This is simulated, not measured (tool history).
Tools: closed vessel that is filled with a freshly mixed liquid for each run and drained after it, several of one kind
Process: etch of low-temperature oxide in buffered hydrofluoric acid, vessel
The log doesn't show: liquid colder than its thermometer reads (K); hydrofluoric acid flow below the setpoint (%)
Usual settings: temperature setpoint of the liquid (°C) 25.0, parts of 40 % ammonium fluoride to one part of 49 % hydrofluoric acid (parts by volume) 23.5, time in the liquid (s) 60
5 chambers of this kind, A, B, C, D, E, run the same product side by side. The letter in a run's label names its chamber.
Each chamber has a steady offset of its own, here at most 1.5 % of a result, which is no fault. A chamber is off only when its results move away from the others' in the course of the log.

run	hour	temperature setpoint of the liquid (°C)	parts of 40 % ammonium fluoride to one part of 49 % hydrofluoric acid (parts by volume)	time in the liquid (s)	hours since the thermometer was replaced	hours since the hydrofluoric acid flow meter was replaced	read-back film thickness of the low-temperature oxide reference wafer, read on the same gauge (nm)	thickness taken off the low-temperature oxide on a monitor wafer (angstrom)
1A	7.6	25.0	23.5	60	451.2	1226.2	69.998	1096.00
2E	12.6	25.0	23.5	60	2211.6	624.7	70.031	1084.60
3C	17.2	25.0	23.5	60	244.9	317.1	70.005	1081.80
4D	21.7	25.0	23.5	60	289.2	1500.3	69.953	1096.70
5B	31.7	25.0	23.5	60	485.0	282.2	70.018	1090.30
6C	40.7	25.0	23.5	60	268.4	340.6	69.954	1074.70
7D	48.8	25.0	23.5	60	316.3	1527.4	70.043	1093.90
8A	55.4	25.0	18.0	50	499.0	1274.0	70.024	1121.30
9B	63.3	25.0	18.0	50	516.6	313.8	69.968	1117.80
10E	73.3	25.0	18.0	50	2272.3	685.4	69.988	1119.10
11A	79.0	25.0	18.0	50	522.6	1297.6	70.012	1122.40
12D	84.4	25.0	18.0	50	351.9	1563.0	70.004	1144.80
13E	90.3	25.0	23.5	60	2289.3	702.4	69.996	1088.40
14C	99.6	25.0	29.0	60	327.3	399.5	70.009	933.65
15B	105.9	25.0	29.0	60	559.2	356.4	69.994	930.80
16B	116.1	25.0	29.0	60	569.4	366.6	70.007	936.36
17C	122.3	25.0	29.0	60	350.0	422.2	69.980	924.04
18D	131.3	25.0	29.0	60	398.8	1609.9	69.988	953.25
# hour 135.8: chamber A: thermometer replaced
19A	137.3	25.0	23.5	60	1.5	1355.9	69.960	1092.30
20E	145.5	21.0	15.5	60	2344.5	757.6	70.002	1251.80
21C	151.5	21.0	15.5	60	379.2	451.4	69.969	1214.30
22D	157.0	21.0	15.5	60	424.5	1635.6	70.005	1277.20
23E	167.0	21.0	15.5	60	2366.0	779.1	69.986	1240.10
24A	172.8	21.0	15.5	60	37.0	1391.4	70.017	1265.20
25B	180.9	25.0	23.5	60	634.2	431.4	69.983	1087.70
26D	185.4	25.0	23.5	60	452.9	1664.0	70.018	1094.70
27E	195.4	25.0	23.5	60	2394.4	807.5	70.004	1083.10
28B	202.3	25.0	23.5	60	655.6	452.8	70.000	1087.20
# hour 205.2: chamber E: hydrofluoric acid flow meter replaced
29A	207.1	25.0	23.5	60	71.3	1425.7	70.006	1091.80
30C	216.2	22.5	30.0	60	443.9	516.1	70.003	749.64
31C	224.2	22.5	30.0	60	451.9	524.1	70.008	750.11
32A	232.2	22.5	30.0	60	96.4	1450.8	69.972	809.94
33D	237.2	22.5	30.0	60	504.7	1715.8	70.029	809.69
34E	242.4	22.5	30.0	60	2441.4	37.2	69.989	800.95
35B	251.0	25.0	23.5	90	704.3	501.5	69.994	1619.40
36E	258.3	25.0	23.5	90	2457.3	53.1	69.979	1613.60
37A	264.5	25.0	23.5	90	128.7	1483.1	70.023	1639.10

All 5 chambers run these settings next. Forecast each chamber's results:
38A	271.9	25.0	23.5	60				?
38B	271.9	25.0	23.5	60				?
38C	271.9	25.0	23.5	60				?
38D	271.9	25.0	23.5	60				?
38E	271.9	25.0	23.5	60				?

run	thickness taken off the low-temperature oxide on a monitor wafer (angstrom)
38A	1095.10
38B	1082.60
38C	1023.30
38D	1096.30
38E	1083.30

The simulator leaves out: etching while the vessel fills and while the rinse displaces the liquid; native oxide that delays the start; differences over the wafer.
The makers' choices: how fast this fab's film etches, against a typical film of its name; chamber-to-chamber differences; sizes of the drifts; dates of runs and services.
